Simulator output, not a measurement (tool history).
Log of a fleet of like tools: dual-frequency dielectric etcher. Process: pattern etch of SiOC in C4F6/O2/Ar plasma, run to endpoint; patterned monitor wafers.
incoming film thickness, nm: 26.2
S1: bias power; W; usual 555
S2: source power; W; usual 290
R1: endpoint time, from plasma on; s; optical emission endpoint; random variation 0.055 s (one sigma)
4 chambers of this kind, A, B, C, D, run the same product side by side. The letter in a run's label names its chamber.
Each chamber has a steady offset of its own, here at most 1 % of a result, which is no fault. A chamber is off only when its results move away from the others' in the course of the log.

{"run": "1A", "hour": 4.1, "S1": 555, "S2": 290, "R1": 9.5557}
{"run": "2D", "hour": 9.3, "S1": 555, "S2": 290, "R1": 9.5793}
{"run": "3B", "hour": 12.0, "S1": 555, "S2": 290, "R1": 9.5414}
{"run": "4C", "hour": 16.2, "S1": 555, "S2": 290, "R1": 9.4564}
{"run": "5C", "hour": 21.0, "S1": 555, "S2": 290, "R1": 9.4512}
{"run": "6B", "hour": 26.5, "S1": 555, "S2": 290, "R1": 9.5354}
{"run": "7A", "hour": 30.4, "S1": 555, "S2": 290, "R1": 9.4301}
{"run": "8D", "hour": 35.8, "S1": 555, "S2": 290, "R1": 9.4936}
{"run": "9B", "hour": 40.0, "S1": 555, "S2": 290, "R1": 9.5484}
{"run": "10D", "hour": 44.4, "S1": 555, "S2": 290, "R1": 9.571}
{"run": "11C", "hour": 48.5, "S1": 555, "S2": 290, "R1": 9.4793}
{"run": "12A", "hour": 54.3, "S1": 477, "S2": 290, "R1": 10.067}
{"run": "13D", "hour": 58.5, "S1": 477, "S2": 290, "R1": 10.133}
{"run": "14C", "hour": 63.9, "S1": 477, "S2": 290, "R1": 10.044}
{"run": "15A", "hour": 68.6, "S1": 477, "S2": 290, "R1": 10.027}
{"hour": 69.7, "done": "chamber B: source power generator calibrated"}
{"run": "16B", "hour": 74.4, "S1": 555, "S2": 290, "R1": 9.5213}
{"run": "17D", "hour": 77.1, "S1": 555, "S2": 290, "R1": 9.5543}
{"hour": 77.6, "done": "chamber C: wet clean of the chamber"}
{"run": "18C", "hour": 79.9, "S1": 555, "S2": 290, "R1": 9.075}
{"run": "19B", "hour": 85.9, "S1": 555, "S2": 290, "R1": 9.4897}
{"run": "20A", "hour": 91.0, "S1": 555, "S2": 290, "R1": 9.4807}
{"run": "21B", "hour": 94.2, "S1": 555, "S2": 290, "R1": 9.4543}
{"run": "22C", "hour": 97.2, "S1": 555, "S2": 290, "R1": 9.0663}
{"run": "23D", "hour": 103.0, "S1": 555, "S2": 290, "R1": 9.541}
{"run": "24A", "hour": 108.6, "S1": 555, "S2": 290, "R1": 9.4592}
{"run": "25C", "hour": 113.0, "S1": 555, "S2": 290, "R1": 9.0309}
{"hour": 118.5, "done": "chamber B: wet clean of the chamber"}
{"run": "26A", "hour": 118.7, "S1": 555, "S2": 290, "R1": 9.6315}
{"run": "27D", "hour": 123.8, "S1": 555, "S2": 290, "R1": 9.5105}
{"run": "28B", "hour": 127.2, "S1": 555, "S2": 290, "R1": 9.4948}
{"run": "29A", "hour": 132.3, "S1": 555, "S2": 290, "R1": 9.3543}
{"run": "30D", "hour": 135.5, "S1": 636, "S2": 260, "R1": 9.3926}

Next, every chamber runs the same settings. What will each give?
{"run": "31A", "hour": 139.9, "S1": 555, "S2": 290, "R1": "?"}
{"run": "31B", "hour": 139.9, "S1": 555, "S2": 290, "R1": "?"}
{"run": "31C", "hour": 139.9, "S1": 555, "S2": 290, "R1": "?"}
{"run": "31D", "hour": 139.9, "S1": 555, "S2": 290, "R1": "?"}

run=31A R1=9.4738
run=31B R1=9.5258
run=31C R1=9.1201
run=31D R1=9.5327
